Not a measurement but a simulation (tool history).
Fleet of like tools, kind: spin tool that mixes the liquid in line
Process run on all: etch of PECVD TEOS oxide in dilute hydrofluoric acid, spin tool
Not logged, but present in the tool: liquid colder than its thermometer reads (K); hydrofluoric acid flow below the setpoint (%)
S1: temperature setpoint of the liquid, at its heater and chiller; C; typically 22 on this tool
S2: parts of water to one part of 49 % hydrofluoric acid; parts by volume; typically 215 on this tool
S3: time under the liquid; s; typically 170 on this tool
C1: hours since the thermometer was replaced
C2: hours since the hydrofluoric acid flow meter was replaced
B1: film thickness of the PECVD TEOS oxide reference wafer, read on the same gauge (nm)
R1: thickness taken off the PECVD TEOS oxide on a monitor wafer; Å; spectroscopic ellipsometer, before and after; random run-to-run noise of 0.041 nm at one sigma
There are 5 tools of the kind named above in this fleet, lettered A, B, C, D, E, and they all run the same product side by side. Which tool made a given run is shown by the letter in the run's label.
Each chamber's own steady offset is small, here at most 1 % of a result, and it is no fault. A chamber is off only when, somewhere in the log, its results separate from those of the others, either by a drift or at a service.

{"run": "1E", "hour": 6.2, "S1": 22, "S2": 215, "S3": 170, "C1": 771.3, "C2": 625.4, "B1": 90.015, "R1": 80.001}
{"run": "2A", "hour": 10.5, "S1": 22, "S2": 215, "S3": 170, "C1": 1584, "C2": 1114.7, "B1": 89.984, "R1": 78.662}
{"run": "3D", "hour": 15.4, "S1": 22, "S2": 215, "S3": 170, "C1": 273.3, "C2": 233.8, "B1": 89.994, "R1": 80.168}
{"run": "4C", "hour": 22.6, "S1": 22, "S2": 215, "S3": 170, "C1": 1004.9, "C2": 604.4, "B1": 90.006, "R1": 79.377}
{"run": "5B", "hour": 26.6, "S1": 22, "S2": 215, "S3": 170, "C1": 990, "C2": 1886.6, "B1": 90.005, "R1": 78.769}
{"run": "6A", "hour": 32.0, "S1": 22, "S2": 215, "S3": 170, "C1": 1605.5, "C2": 1136.2, "B1": 89.995, "R1": 78.898}
{"run": "7D", "hour": 36.6, "S1": 22, "S2": 215, "S3": 170, "C1": 294.5, "C2": 255, "B1": 90.002, "R1": 80.324}
{"run": "8E", "hour": 42.6, "S1": 22, "S2": 160, "S3": 125, "C1": 807.7, "C2": 661.8, "B1": 90.003, "R1": 82.978}
{"run": "9C", "hour": 46.3, "S1": 22, "S2": 160, "S3": 125, "C1": 1028.6, "C2": 628.1, "B1": 90.021, "R1": 83.117}
{"run": "10B", "hour": 50.2, "S1": 22, "S2": 160, "S3": 125, "C1": 1013.6, "C2": 1910.2, "B1": 90.001, "R1": 82.496}
{"run": "11E", "hour": 53.5, "S1": 22, "S2": 160, "S3": 125, "C1": 818.6, "C2": 672.7, "B1": 89.985, "R1": 83.754}
{"run": "12A", "hour": 58.9, "S1": 22, "S2": 160, "S3": 125, "C1": 1632.4, "C2": 1163.1, "B1": 90.001, "R1": 82.934}
{"run": "13D", "hour": 64.8, "S1": 22, "S2": 215, "S3": 170, "C1": 322.7, "C2": 283.2, "B1": 89.994, "R1": 79.801}
{"run": "14C", "hour": 68.8, "S1": 22, "S2": 215, "S3": 170, "C1": 1051.1, "C2": 650.6, "B1": 90.013, "R1": 79.077}
{"run": "15B", "hour": 74.8, "S1": 22, "S2": 180, "S3": 170, "C1": 1038.2, "C2": 1934.8, "B1": 89.984, "R1": 98.22}
{"run": "16D", "hour": 79.1, "S1": 22, "S2": 180, "S3": 170, "C1": 337, "C2": 297.5, "B1": 90.011, "R1": 97.767}
{"run": "17A", "hour": 85.3, "S1": 22, "S2": 180, "S3": 170, "C1": 1658.8, "C2": 1189.5, "B1": 89.98, "R1": 97.969}
{"run": "18C", "hour": 91.1, "S1": 22, "S2": 180, "S3": 170, "C1": 1073.4, "C2": 672.9, "B1": 89.972, "R1": 98.783}
{"run": "19E", "hour": 96.6, "S1": 22, "S2": 180, "S3": 170, "C1": 861.7, "C2": 715.8, "B1": 89.993, "R1": 98.664}
{"run": "20B", "hour": 100.0, "S1": 22, "S2": 265, "S3": 170, "C1": 1063.4, "C2": 1960, "B1": 89.992, "R1": 60.455}
{"run": "21C", "hour": 103.9, "S1": 22, "S2": 265, "S3": 170, "C1": 1086.2, "C2": 685.7, "B1": 90.006, "R1": 60.871}
{"run": "22D", "hour": 111.1, "S1": 22, "S2": 265, "S3": 170, "C1": 369, "C2": 329.5, "B1": 90.007, "R1": 60.743}
{"hour": 116.7, "done": "chamber B: thermometer replaced"}
{"run": "23B", "hour": 117.3, "S1": 22, "S2": 265, "S3": 170, "C1": 0.7, "C2": 1977.3, "B1": 90.015, "R1": 60.56}
{"run": "24E", "hour": 123.0, "S1": 22, "S2": 265, "S3": 170, "C1": 888.1, "C2": 742.2, "B1": 90, "R1": 61.28}
{"run": "25A", "hour": 129.5, "S1": 18, "S2": 215, "S3": 120, "C1": 1703, "C2": 1233.7, "B1": 89.989, "R1": 47.305}
{"run": "26D", "hour": 135.4, "S1": 18, "S2": 215, "S3": 120, "C1": 393.3, "C2": 353.8, "B1": 90.004, "R1": 46.866}
{"hour": 135.5, "done": "chamber A: thermometer replaced"}
{"run": "27A", "hour": 138.7, "S1": 18, "S2": 215, "S3": 120, "C1": 3.2, "C2": 1242.9, "B1": 90.001, "R1": 47.872}
{"run": "28C", "hour": 144.4, "S1": 18, "S2": 215, "S3": 120, "C1": 1126.7, "C2": 726.2, "B1": 90.002, "R1": 47.972}
{"run": "29E", "hour": 151.6, "S1": 18, "S2": 215, "S3": 120, "C1": 916.7, "C2": 770.8, "B1": 90.012, "R1": 48.205}
{"run": "30B", "hour": 157.9, "S1": 22, "S2": 215, "S3": 170, "C1": 41.3, "C2": 2017.9, "B1": 90.031, "R1": 78.854}
{"run": "31D", "hour": 163.5, "S1": 25, "S2": 250, "S3": 170, "C1": 421.4, "C2": 381.9, "B1": 90.004, "R1": 70.506}
{"run": "32E", "hour": 168.8, "S1": 25, "S2": 250, "S3": 170, "C1": 933.9, "C2": 788, "B1": 89.989, "R1": 73.305}
{"run": "33A", "hour": 175.2, "S1": 25, "S2": 250, "S3": 170, "C1": 39.7, "C2": 1279.4, "B1": 90.007, "R1": 73.382}
{"run": "34C", "hour": 178.9, "S1": 25, "S2": 250, "S3": 170, "C1": 1161.2, "C2": 760.7, "B1": 90.012, "R1": 73.432}
{"run": "35B", "hour": 183.8, "S1": 25, "S2": 250, "S3": 170, "C1": 67.2, "C2": 2043.8, "B1": 89.997, "R1": 72.511}
{"run": "36D", "hour": 191.3, "S1": 22, "S2": 215, "S3": 170, "C1": 449.2, "C2": 409.7, "B1": 89.987, "R1": 76.241}
{"run": "37C", "hour": 196.9, "S1": 22, "S2": 215, "S3": 170, "C1": 1179.2, "C2": 778.7, "B1": 90.015, "R1": 79.599}
{"hour": 199.2, "done": "chamber B: hydrofluoric acid flow meter replaced"}
{"run": "38B", "hour": 203.1, "S1": 22, "S2": 215, "S3": 170, "C1": 86.5, "C2": 3.9, "B1": 90.004, "R1": 79.521}
{"run": "39E", "hour": 208.9, "S1": 17.5, "S2": 215, "S3": 170, "C1": 974, "C2": 828.1, "B1": 90.01, "R1": 67.073}
{"run": "40A", "hour": 215.9, "S1": 17.5, "S2": 215, "S3": 170, "C1": 80.4, "C2": 1320.1, "B1": 90.008, "R1": 66.102}

Is one chamber off against the others, does the gauge drift, or is nothing wrong? If a chamber is off, say which, and what the likeliest cause is.

Chamber D drifts away from the others.
Most likely cause: hydrofluoric acid flow below the setpoint (%) = 5.26.
Not necessarily distinguishable in this log from: liquid colder than its thermometer reads (K).

Below are 4 candidate recipes for chamber D's next run, each the usual settings with a change, their results shown as question marks. Which of them brings D's results back in line with what the other chambers give on the usual settings?
Counts as in line when no further than this from what the other chambers average on the usual settings: R1 1.5 Å
{"run": "41D-1", "hour": 221.3, "S1": 22, "S2": 235, "S3": 170, "R1": "?"}
{"run": "41D-2", "hour": 221.3, "S1": 22, "S2": 215, "S3": 160, "R1": "?"}
{"run": "41D-3", "hour": 221.3, "S1": 22.5, "S2": 215, "S3": 185, "R1": "?"}
{"run": "41D-4", "hour": 221.3, "S1": 22, "S2": 215, "S3": 180, "R1": "?"}

The other chambers' mean on the usual settings: R1 79.399 Å
run=41D-1 R1=67.13
run=41D-2 R1=70.44
run=41D-3 R1=82.969
run=41D-4 R1=79.245
The answer is 41D-4, which returns the chamber to within the allowed miss of the others.
